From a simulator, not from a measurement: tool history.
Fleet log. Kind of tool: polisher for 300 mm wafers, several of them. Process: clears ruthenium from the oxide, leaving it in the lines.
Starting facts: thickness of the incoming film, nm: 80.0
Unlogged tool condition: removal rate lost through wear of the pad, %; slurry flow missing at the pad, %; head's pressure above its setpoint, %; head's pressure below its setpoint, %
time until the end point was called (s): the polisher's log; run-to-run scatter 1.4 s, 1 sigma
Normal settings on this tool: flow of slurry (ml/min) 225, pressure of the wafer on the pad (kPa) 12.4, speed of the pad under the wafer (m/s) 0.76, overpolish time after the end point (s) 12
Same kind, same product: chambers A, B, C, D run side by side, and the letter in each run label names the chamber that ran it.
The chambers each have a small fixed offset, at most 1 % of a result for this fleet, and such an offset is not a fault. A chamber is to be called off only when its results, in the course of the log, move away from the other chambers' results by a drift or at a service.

run,hour,flow of slurry (ml/min),pressure of the wafer on the pad (kPa),speed of the pad under the wafer (m/s),overpolish time after the end point (s),wafers polished on this pad,hours since the slurry nozzle was cleaned,hours since the head pressure was calibrated,time until the end point was called (s)
1C,3.3,225,12.4,0.76,12,399,282.4,388.6,108.590
2B,7.8,225,12.4,0.76,12,484,555.2,1201.1,111.630
3D,12.2,225,12.4,0.76,12,1214,297.1,621.7,111.200
4A,17.1,225,12.4,0.76,12,643,180.0,320.7,108.140
# hour 19.5: chamber A: worn pad replaced by a new one
# hour 20.2: chamber D: worn pad replaced by a new one
5A,21.5,225,12.4,0.76,12,15,184.4,325.1,107.010
6B,24.1,225,9.0,0.76,12,611,571.5,1217.4,154.350
7C,28.9,225,9.0,0.76,12,598,308.0,414.2,149.570
8D,34.1,225,9.0,0.76,12,108,319.0,643.6,152.930
9A,37.6,225,9.0,0.76,12,140,200.5,341.2,155.010
10B,41.5,190,12.4,0.76,12,746,588.9,1234.8,112.720
11C,44.2,190,12.4,0.76,12,717,323.3,429.5,109.350
# hour 44.4: chamber B: worn pad replaced by a new one
12D,47.3,190,12.4,0.76,12,210,332.2,656.8,112.580
# hour 48.0: chamber C: worn pad replaced by a new one
13C,50.3,190,12.4,0.76,12,18,329.4,435.6,110.740
# hour 51.7: chamber C: head pressure recalibrated
14D,55.5,225,12.4,0.76,12,274,340.4,665.0,107.360
15A,58.0,225,12.4,0.76,12,299,220.9,361.6,107.790
# hour 61.7: chamber D: head pressure recalibrated
16B,61.7,225,12.4,1.00,12,134,609.1,1255.0,83.005
17C,67.1,225,12.4,1.00,12,148,346.2,15.4,83.740
18A,71.1,225,12.4,1.00,12,401,234.0,374.7,84.276
19B,74.1,225,12.4,1.00,12,230,621.5,1267.4,82.298
20D,78.1,225,12.4,0.76,12,450,363.0,16.4,123.050
21C,80.7,225,12.4,0.76,12,254,359.8,29.0,108.850
22A,85.6,225,12.4,0.76,12,513,248.5,389.2,111.660
23B,90.5,225,9.0,0.76,8,358,637.9,1283.8,157.440
24D,95.8,225,9.0,0.76,8,587,380.7,34.1,173.160
25A,100.3,225,9.0,0.76,8,627,263.2,403.9,152.550
26B,105.7,225,9.0,0.76,8,476,653.1,1299.0,153.770
27D,111.4,225,12.4,0.76,12,708,396.3,49.7,122.050
28C,116.6,225,12.4,0.76,12,533,395.7,64.9,109.800
29C,119.9,225,12.4,0.76,12,559,399.0,68.2,109.060

What goes on in this fleet: one chamber off, a drifting gauge, or nothing beyond the chambers' own small offsets? Name the chamber and the cause, if any.

After it was serviced, chamber D no longer matches the other chambers.
What lies behind it: head's pressure below its setpoint, % = 10.8.

Which of the 4 candidates below, each the usual settings with something changed and its results left as question marks, puts chamber D back in line with what the other chambers give on the usual settings?
A result is in line if it is within this distance of the other chambers' mean on the usual settings: time until the end point was called (s) 4.900
30D-1,124.0,225,11.7,0.72,12,,,,?
30D-2,124.0,225,13.1,0.80,12,,,,?
30D-3,124.0,230,13.8,0.84,12,,,,?
30D-4,124.0,220,11.0,0.68,12,,,,?

The other chambers' mean on the usual settings: time until the end point was called (s) 110.000
run,time until the end point was called (s)
30D-1,136.290
30D-2,109.540
30D-3,98.782
30D-4,153.900
30D-2 puts the chamber back in line with the other chambers.

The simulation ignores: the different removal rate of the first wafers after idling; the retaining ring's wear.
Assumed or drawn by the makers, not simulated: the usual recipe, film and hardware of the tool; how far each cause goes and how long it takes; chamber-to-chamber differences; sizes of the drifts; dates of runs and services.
